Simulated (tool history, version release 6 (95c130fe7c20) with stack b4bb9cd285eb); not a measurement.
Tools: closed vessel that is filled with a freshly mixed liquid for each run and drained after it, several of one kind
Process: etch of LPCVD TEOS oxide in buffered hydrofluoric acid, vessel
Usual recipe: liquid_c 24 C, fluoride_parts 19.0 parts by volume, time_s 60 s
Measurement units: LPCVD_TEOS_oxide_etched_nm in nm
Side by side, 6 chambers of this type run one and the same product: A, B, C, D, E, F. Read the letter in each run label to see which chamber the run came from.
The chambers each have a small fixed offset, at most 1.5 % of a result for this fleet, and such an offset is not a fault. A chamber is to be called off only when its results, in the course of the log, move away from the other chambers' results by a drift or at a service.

| run | hour | liquid_c | fluoride_parts | time_s | hours since the thermometer was replaced | hours since the hydrofluoric acid flow meter was replaced | read-back film thickness of the LPCVD TEOS oxide reference wafer, read on the same gauge (nm) | LPCVD_TEOS_oxide_etched_nm |
|---|---|---|---|---|---|---|---|---|
|  | 0.4 | chamber B: hydrofluoric acid flow meter replaced |
| 1C | 6.9 | 24 | 19.0 | 60 | 235.9 | 463.5 | 79.991 | 91.411 |
| 2B | 20.4 | 24 | 19.0 | 60 | 300.4 | 20.0 | 80.015 | 89.373 |
| 3E | 30.6 | 24 | 19.0 | 60 | 1612.6 | 368.2 | 80.011 | 89.484 |
|  | 37.9 | chamber C: hydrofluoric acid flow meter replaced |
| 4F | 43.1 | 24 | 19.0 | 60 | 1237.4 | 1035.8 | 79.992 | 90.138 |
| 5D | 58.8 | 24 | 19.0 | 60 | 974.0 | 250.2 | 79.985 | 90.508 |
| 6A | 68.7 | 24 | 19.0 | 60 | 204.2 | 705.5 | 79.994 | 91.824 |
| 7A | 76.9 | 24 | 19.0 | 60 | 212.4 | 713.7 | 79.991 | 92.405 |
| 8B | 91.9 | 24 | 19.0 | 60 | 371.9 | 91.5 | 80.024 | 88.288 |
| 9D | 107.4 | 24 | 19.0 | 60 | 1022.6 | 298.8 | 80.009 | 91.316 |
| 10F | 121.7 | 24 | 19.0 | 60 | 1316.0 | 1114.4 | 80.006 | 90.950 |
| 11E | 137.4 | 24 | 19.0 | 60 | 1719.4 | 475.0 | 79.987 | 91.910 |
| 12C | 147.7 | 24 | 19.0 | 60 | 376.7 | 109.9 | 80.004 | 91.597 |
|  | 153.7 | chamber E: hydrofluoric acid flow meter replaced |
| 13A | 160.4 | 24 | 19.0 | 60 | 295.9 | 797.2 | 80.005 | 93.769 |
| 14B | 171.9 | 24 | 19.0 | 60 | 451.9 | 171.5 | 80.027 | 89.168 |
| 15E | 185.0 | 24 | 19.0 | 60 | 1767.0 | 31.4 | 80.005 | 90.981 |
| 16C | 200.7 | 24 | 19.0 | 60 | 429.7 | 162.9 | 79.983 | 90.134 |
| 17D | 213.7 | 24 | 19.0 | 60 | 1128.9 | 405.1 | 80.024 | 91.584 |
| 18F | 227.8 | 24 | 19.0 | 60 | 1422.1 | 1220.5 | 79.980 | 89.006 |
| 19A | 238.0 | 24 | 19.0 | 60 | 373.5 | 874.8 | 80.016 | 96.700 |
| 20C | 251.8 | 24 | 19.0 | 60 | 480.8 | 214.0 | 79.983 | 90.353 |
| 21E | 265.8 | 24 | 19.0 | 60 | 1847.8 | 112.2 | 80.010 | 90.895 |
| 22F | 280.3 | 24 | 19.0 | 60 | 1474.6 | 1273.0 | 80.002 | 90.600 |
| 23D | 292.9 | 24 | 19.0 | 60 | 1208.1 | 484.3 | 80.004 | 91.363 |
| 24B | 306.2 | 24 | 19.0 | 60 | 586.2 | 305.8 | 79.993 | 89.954 |
| 25E | 315.6 | 24 | 19.0 | 60 | 1897.6 | 162.0 | 79.988 | 88.572 |
| 26D | 329.5 | 26 | 19.0 | 40 | 1244.7 | 520.9 | 80.011 | 68.127 |
|  | 340.3 | chamber D: thermometer replaced |
| 27B | 344.6 | 26 | 19.0 | 40 | 624.6 | 344.2 | 79.988 | 68.202 |
| 28A | 356.3 | 26 | 19.0 | 40 | 491.8 | 993.1 | 80.019 | 73.742 |
| 29F | 369.5 | 26 | 19.0 | 40 | 1563.8 | 1362.2 | 79.996 | 67.104 |
| 30C | 377.2 | 26 | 19.0 | 40 | 606.2 | 339.4 | 79.991 | 68.849 |
| 31A | 386.5 | 26 | 19.0 | 40 | 522.0 | 1023.3 | 79.998 | 73.277 |
| 32C | 395.8 | 24 | 19.0 | 60 | 624.8 | 358.0 | 79.975 | 92.546 |
| 33D | 404.0 | 24 | 19.0 | 60 | 63.8 | 595.4 | 80.013 | 89.879 |
| 34B | 415.7 | 24 | 19.0 | 60 | 695.7 | 415.3 | 80.011 | 89.530 |
| 35F | 426.8 | 24 | 19.0 | 60 | 1621.1 | 1419.5 | 79.981 | 91.300 |
| 36E | 438.6 | 24 | 19.0 | 60 | 2020.6 | 285.0 | 80.028 | 90.933 |
| 37A | 450.2 | 24 | 19.0 | 60 | 585.7 | 1087.0 | 80.000 | 99.637 |
| 38E | 463.1 | 24 | 19.0 | 60 | 2045.1 | 309.5 | 79.985 | 92.181 |
| 39D | 475.8 | 24 | 25.5 | 60 | 135.6 | 667.2 | 79.989 | 72.621 |

One chamber off, gauge drift, or nothing amiss beyond the chambers' own small offsets? If it is a chamber, which one, and what is the likeliest cause?

Little by little, chamber A moves away from the other chambers.
What lies behind it: hydrofluoric acid flow above the setpoint (%) = 11.9.
From this log alone, it may not be told apart from: liquid hotter than its thermometer reads (K).

Here are 4 candidates for chamber A's next run, each the usual settings with a change, their results left as question marks. Which one brings its results back in line with what the others give on the usual settings?
Maximum distance from the other chambers' mean on the usual settings for a result to count as in line: LPCVD_TEOS_oxide_etched_nm 3.100 nm
| 40A-1 | 487.0 | 20.5 | 19.0 | 60 |  |  |  | ? |
| 40A-2 | 487.0 | 24.0 | 17.0 | 60 |  |  |  | ? |
| 40A-3 | 487.0 | 24.0 | 18.0 | 70 |  |  |  | ? |
| 40A-4 | 487.0 | 23.5 | 19.0 | 55 |  |  |  | ? |

Usual-settings mean across the other chambers: LPCVD_TEOS_oxide_etched_nm 90.963 nm
| run | LPCVD_TEOS_oxide_etched_nm |
|---|---|
| 40A-1 | 84.403 |
| 40A-2 | 114.350 |
| 40A-3 | 126.100 |
| 40A-4 | 91.389 |
The right change is 40A-4: it brings the chamber back within the allowed miss of the others.
